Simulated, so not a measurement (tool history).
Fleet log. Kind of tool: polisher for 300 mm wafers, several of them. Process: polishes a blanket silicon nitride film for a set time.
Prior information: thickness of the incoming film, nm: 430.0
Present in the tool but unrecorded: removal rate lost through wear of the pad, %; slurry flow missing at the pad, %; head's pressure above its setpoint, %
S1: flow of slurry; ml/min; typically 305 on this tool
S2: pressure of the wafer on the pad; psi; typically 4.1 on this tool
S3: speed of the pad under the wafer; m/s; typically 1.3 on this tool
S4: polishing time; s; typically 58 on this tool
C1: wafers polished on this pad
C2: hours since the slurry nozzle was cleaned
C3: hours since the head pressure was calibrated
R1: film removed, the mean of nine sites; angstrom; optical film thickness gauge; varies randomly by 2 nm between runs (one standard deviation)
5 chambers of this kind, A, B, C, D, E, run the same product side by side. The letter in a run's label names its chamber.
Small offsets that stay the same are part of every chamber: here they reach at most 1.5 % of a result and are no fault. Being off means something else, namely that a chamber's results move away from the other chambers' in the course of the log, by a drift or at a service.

run 1C hour=6.2 | S1=305 S2=4.1 S3=1.3 S4=58 | C1=342 C2=157.5 C3=626.1 | R1=1408.9
-- hour=8.5 chamber B: worn pad replaced by a new one
run 2B hour=11 | S1=305 S2=4.1 S3=1.3 S4=58 | C1=43 C2=121.2 C3=487.1 | R1=1421.7
run 3D hour=16 | S1=305 S2=4.1 S3=1.3 S4=58 | C1=495 C2=555.4 C3=736.1 | R1=1469
-- hour=17.3 chamber D: worn pad replaced by a new one
-- hour=21.4 chamber C: worn pad replaced by a new one
run 4A hour=22.3 | S1=305 S2=4.1 S3=1.3 S4=58 | C1=409 C2=384.3 C3=211.2 | R1=1422.1
run 5E hour=26.8 | S1=305 S2=4.1 S3=1.3 S4=58 | C1=574 C2=228.9 C3=503.1 | R1=1412.8
run 6A hour=30.1 | S1=305 S2=4.1 S3=1.3 S4=58 | C1=539 C2=392.1 C3=219 | R1=1397.8
run 7B hour=33.4 | S1=305 S2=4.1 S3=1.3 S4=58 | C1=417 C2=143.6 C3=509.5 | R1=1385.3
run 8C hour=37.6 | S1=305 S2=4.1 S3=1.6 S4=67 | C1=272 C2=188.9 C3=657.5 | R1=1908.6
-- hour=39.9 chamber D: slurry nozzle cleaned
run 9E hour=41.7 | S1=305 S2=4.1 S3=1.6 S4=67 | C1=823 C2=243.8 C3=518 | R1=1945.2
run 10D hour=45.1 | S1=305 S2=4.1 S3=1.6 S4=67 | C1=464 C2=5.3 C3=765.2 | R1=1949.7
-- hour=46.4 chamber B: worn pad replaced by a new one
run 11C hour=49.6 | S1=305 S2=4.1 S3=1.6 S4=67 | C1=472 C2=200.9 C3=669.5 | R1=1862.4
-- hour=53.2 chamber D: worn pad replaced by a new one
-- hour=53.3 chamber A: worn pad replaced by a new one
run 12B hour=53.5 | S1=305 S2=4.1 S3=1.6 S4=67 | C1=119 C2=163.7 C3=529.6 | R1=1894.2
run 13A hour=56.4 | S1=215 S2=3.4 S3=1.3 S4=58 | C1=52 C2=418.4 C3=245.3 | R1=1124
-- hour=62.1 chamber C: worn pad replaced by a new one
run 14D hour=62.7 | S1=215 S2=3.4 S3=1.3 S4=58 | C1=159 C2=22.9 C3=782.8 | R1=1146.7
run 15E hour=66.9 | S1=215 S2=3.4 S3=1.3 S4=58 | C1=1244 C2=269 C3=543.2 | R1=1121.2
-- hour=72.6 chamber E: worn pad replaced by a new one
run 16A hour=73.4 | S1=215 S2=3.4 S3=1.3 S4=58 | C1=336 C2=435.4 C3=262.3 | R1=1112.8
run 17B hour=76.9 | S1=215 S2=3.4 S3=1.3 S4=58 | C1=509 C2=187.1 C3=553 | R1=1162.4
-- hour=80.2 chamber B: slurry nozzle cleaned
-- hour=81.1 chamber B: worn pad replaced by a new one
-- hour=82.2 chamber C: head pressure recalibrated
run 18D hour=82.3 | S1=305 S2=4.1 S3=1.3 S4=58 | C1=486 C2=42.5 C3=802.4 | R1=1372.6
run 19C hour=85.6 | S1=305 S2=4.1 S3=1.3 S4=58 | C1=394 C2=236.9 C3=3.5 | R1=1399
-- hour=87.4 chamber D: worn pad replaced by a new one
run 20E hour=90.7 | S1=305 S2=4.1 S3=1.3 S4=58 | C1=302 C2=292.8 C3=567 | R1=1403.9
-- hour=93.1 chamber C: slurry nozzle cleaned
run 21E hour=94.9 | S1=305 S2=4.1 S3=1.3 S4=58 | C1=373 C2=297 C3=571.2 | R1=1448.9
-- hour=96.7 chamber B: head pressure recalibrated
run 22D hour=99.1 | S1=305 S2=4.1 S3=1.3 S4=58 | C1=195 C2=59.3 C3=819.2 | R1=1437.4
-- hour=103 chamber C: worn pad replaced by a new one
run 23B hour=105.6 | S1=305 S2=4.1 S3=1.3 S4=58 | C1=409 C2=25.4 C3=9 | R1=1434
run 24C hour=109.2 | S1=305 S2=4.1 S3=1.3 S4=58 | C1=105 C2=16.2 C3=27.1 | R1=1424.2
-- hour=110.3 chamber A: worn pad replaced by a new one
run 25A hour=112.5 | S1=305 S2=4.1 S3=1.04 S4=78 | C1=36 C2=474.5 C3=301.4 | R1=1551
-- hour=113.4 chamber B: worn pad replaced by a new one
run 26C hour=115.6 | S1=305 S2=4.1 S3=1.04 S4=78 | C1=212 C2=22.6 C3=33.5 | R1=1619.3
run 27A hour=121.2 | S1=305 S2=4.1 S3=1.04 S4=78 | C1=182 C2=483.2 C3=310.1 | R1=1540.1
-- hour=121.7 chamber D: worn pad replaced by a new one
run 28B hour=126.9 | S1=305 S2=4.1 S3=1.04 S4=78 | C1=225 C2=46.7 C3=30.3 | R1=1552.1
run 29E hour=130 | S1=305 S2=4.1 S3=1.04 S4=78 | C1=959 C2=332.1 C3=606.3 | R1=1597.4
run 30D hour=135.5 | S1=305 S2=4.1 S3=1.3 S4=58 | C1=231 C2=95.7 C3=855.6 | R1=1413.3
-- hour=140 chamber C: worn pad replaced by a new one
run 31C hour=141.3 | S1=400 S2=5.1 S3=1.3 S4=58 | C1=22 C2=48.3 C3=59.2 | R1=1790
-- hour=143.8 chamber B: worn pad replaced by a new one
run 32E hour=145.3 | S1=400 S2=5.1 S3=1.3 S4=58 | C1=1214 C2=347.4 C3=621.6 | R1=1798.5
run 33D hour=151.1 | S1=400 S2=5.1 S3=1.3 S4=58 | C1=492 C2=111.3 C3=871.2 | R1=1816.9
-- hour=152.3 chamber E: worn pad replaced by a new one
run 34B hour=154.1 | S1=400 S2=5.1 S3=1.3 S4=58 | C1=172 C2=73.9 C3=57.5 | R1=1783.3
run 35A hour=157 | S1=400 S2=5.1 S3=1.3 S4=58 | C1=780 C2=519 C3=345.9 | R1=1746.5
run 36A hour=162.3 | S1=200 S2=3.5 S3=1.3 S4=58 | C1=868 C2=524.3 C3=351.2 | R1=1135.5
run 37E hour=167.7 | S1=200 S2=3.5 S3=1.3 S4=58 | C1=257 C2=369.8 C3=644 | R1=1160.6

Next, every chamber runs the same settings. What will each give?
run 38A hour=172.4 | S1=305 S2=4.1 S3=1.3 S4=58 | R1=?
run 38B hour=172.4 | S1=305 S2=4.1 S3=1.3 S4=58 | R1=?
run 38C hour=172.4 | S1=305 S2=4.1 S3=1.3 S4=58 | R1=?
run 38D hour=172.4 | S1=305 S2=4.1 S3=1.3 S4=58 | R1=?
run 38E hour=172.4 | S1=305 S2=4.1 S3=1.3 S4=58 | R1=?

run=38A R1=1403.3
run=38B R1=1425
run=38C R1=1435.4
run=38D R1=1417.1
run=38E R1=1417.9
